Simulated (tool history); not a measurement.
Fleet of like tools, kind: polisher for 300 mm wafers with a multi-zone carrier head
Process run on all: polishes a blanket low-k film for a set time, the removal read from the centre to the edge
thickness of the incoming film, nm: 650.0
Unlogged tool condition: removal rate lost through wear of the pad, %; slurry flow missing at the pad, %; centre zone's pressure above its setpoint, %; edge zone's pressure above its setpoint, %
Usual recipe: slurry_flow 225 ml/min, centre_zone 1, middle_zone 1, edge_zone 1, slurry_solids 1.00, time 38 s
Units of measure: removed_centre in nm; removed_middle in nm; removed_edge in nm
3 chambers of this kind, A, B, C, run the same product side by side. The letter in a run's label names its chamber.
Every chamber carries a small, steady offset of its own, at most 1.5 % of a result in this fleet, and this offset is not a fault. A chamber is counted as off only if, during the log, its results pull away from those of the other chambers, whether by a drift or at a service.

run,hour,slurry_flow,centre_zone,middle_zone,edge_zone,slurry_solids,time,wafers polished on this pad,hours since the slurry nozzle was cleaned,hours since the centre zone pressure was calibrated,hours since the edge zone pressure was calibrated,removed_centre,removed_middle,removed_edge
# hour 5.1: chamber C: worn pad replaced by a new one
1C,5.8,225,1,1,1,1.00,38,8,318.9,1082.3,549.8,28.628,28.639,28.451
2B,10.2,225,1,1,1,1.00,38,138,289.1,805.4,1113.9,28.148,28.783,29.321
3A,16.1,225,1,1,1,1.00,38,261,572.3,46.4,207.7,28.522,28.430,28.592
4A,20.9,225,1,1,1,1.00,38,313,577.1,51.2,212.5,28.524,28.330,28.955
5C,25.1,225,1,1,1,1.00,38,219,338.2,1101.6,569.1,28.779,28.735,28.340
6B,30.6,225,1,1,1,1.00,38,361,309.5,825.8,1134.3,28.350,28.669,28.779
7A,33.4,225,1,1,1,1.00,38,450,589.6,63.7,225.0,28.581,28.226,28.833
8B,37.4,225,1,1,1,1.00,38,435,316.3,832.6,1141.1,28.121,28.513,29.152
9C,42.6,225,1,1,1,1.00,38,410,355.7,1119.1,586.6,28.294,28.171,28.439
10B,46.6,225,1,1,1,1.00,38,536,325.5,841.8,1150.3,27.763,29.167,29.133
# hour 51.5: chamber B: worn pad replaced by a new one
11A,52.2,225,1,1,1,1.00,38,655,608.4,82.5,243.8,29.057,28.479,28.726
# hour 54.3: chamber A: worn pad replaced by a new one
12C,58.1,225,1,1,1,1.00,38,579,371.2,1134.6,602.1,28.515,28.209,28.458
# hour 61.2: chamber C: centre zone pressure recalibrated
13B,62.4,225,1,1,1,1.00,38,119,341.3,857.6,1166.1,27.770,28.786,28.594
# hour 63.1: chamber B: slurry nozzle cleaned
14C,66.5,225,1,1,1,1.00,38,671,379.6,5.4,610.5,32.507,28.134,28.598
15A,72.0,225,1,1,1,1.00,38,194,628.2,102.3,263.6,28.506,28.422,28.209
16C,77.7,225,1,1,1,1.00,38,794,390.8,16.6,621.7,31.391,28.458,28.132
# hour 78.5: chamber A: slurry nozzle cleaned
17A,81.3,165,1,1,1,1.25,38,295,2.9,111.6,272.9,29.486,30.179,30.262
18B,85.1,165,1,1,1,1.25,38,368,22.0,880.3,1188.8,29.319,30.297,30.899
19B,88.6,165,1,1,1,1.25,38,406,25.5,883.8,1192.3,29.154,29.384,31.096
20C,94.0,225,1,1,1,1.00,38,972,407.1,32.9,638.0,31.478,28.587,28.340
21A,98.2,225,1,1,1,1.00,38,480,19.8,128.5,289.8,28.098,28.688,28.888
# hour 98.3: chamber B: worn pad replaced by a new one
22C,101.4,225,1,1,1,1.00,38,1053,414.5,40.3,645.4,31.642,28.161,27.962
23A,104.9,225,1,1,1,0.90,38,553,26.5,135.2,296.5,27.244,26.754,27.442
# hour 105.8: chamber C: worn pad replaced by a new one
# hour 108.5: chamber B: edge zone pressure recalibrated
24B,110.3,225,1,1,1,0.90,38,131,47.2,905.5,1.9,26.818,27.533,27.650
25B,113.1,225,1,1,1,0.90,38,162,50.0,908.3,4.7,26.827,27.284,27.840
26C,118.1,225,1,1,1,1.00,38,134,431.2,57.0,662.1,31.876,27.925,28.324
# hour 120.8: chamber A: worn pad replaced by a new one
27A,123.1,225,1,1,1,1.00,38,25,44.7,153.4,314.7,28.256,28.137,28.859
28A,127.0,225,1,1,1,1.00,38,68,48.6,157.3,318.6,28.295,29.140,28.814
29C,131.8,225,1,1,1,1.00,38,284,444.9,70.7,675.8,32.100,28.004,28.139
30B,134.7,225,1,1,1,1.00,38,398,71.6,929.9,26.3,28.033,28.455,28.751
31A,140.0,225,1,1,1,1.00,38,210,61.6,170.3,331.6,28.238,29.210,28.614
32C,142.9,225,1,1,1,1.00,33,405,456.0,81.8,686.9,27.451,24.797,24.807
# hour 147.2: chamber B: worn pad replaced by a new one
33B,147.6,225,1,1,1,1.00,33,4,84.5,942.8,39.2,24.504,25.038,24.975
34B,151.0,225,1,1,1,1.00,33,41,87.9,946.2,42.6,24.410,25.177,25.350
35C,157.0,225,1,1,1,1.00,38,559,470.1,95.9,701.0,32.545,28.879,28.282
36A,161.3,225,1,1,1,1.00,38,442,82.9,191.6,352.9,28.450,28.952,28.645
37C,164.0,225,1,1,1,1.00,38,636,477.1,102.9,708.0,31.528,28.164,28.453
38A,169.9,225,1,1,1,1.00,38,536,91.5,200.2,361.5,28.361,28.650,29.067
39B,174.9,225,1,1,1,1.00,38,302,111.8,970.1,66.5,28.133,28.940,28.902
# hour 177.4: chamber A: worn pad replaced by a new one
40A,180.3,225,1,1,1,1.00,38,31,101.9,210.6,371.9,28.670,28.894,29.112

Next, every chamber runs the same settings. What will each give?
41A,184.6,225,1,1,1,1.00,38,,,,,?,?,?
41B,184.6,225,1,1,1,1.00,38,,,,,?,?,?
41C,184.6,225,1,1,1,1.00,38,,,,,?,?,?

run,removed_centre,removed_middle,removed_edge
41A,28.308,28.884,28.726
41B,27.754,28.582,29.052
41C,32.554,28.045,28.065
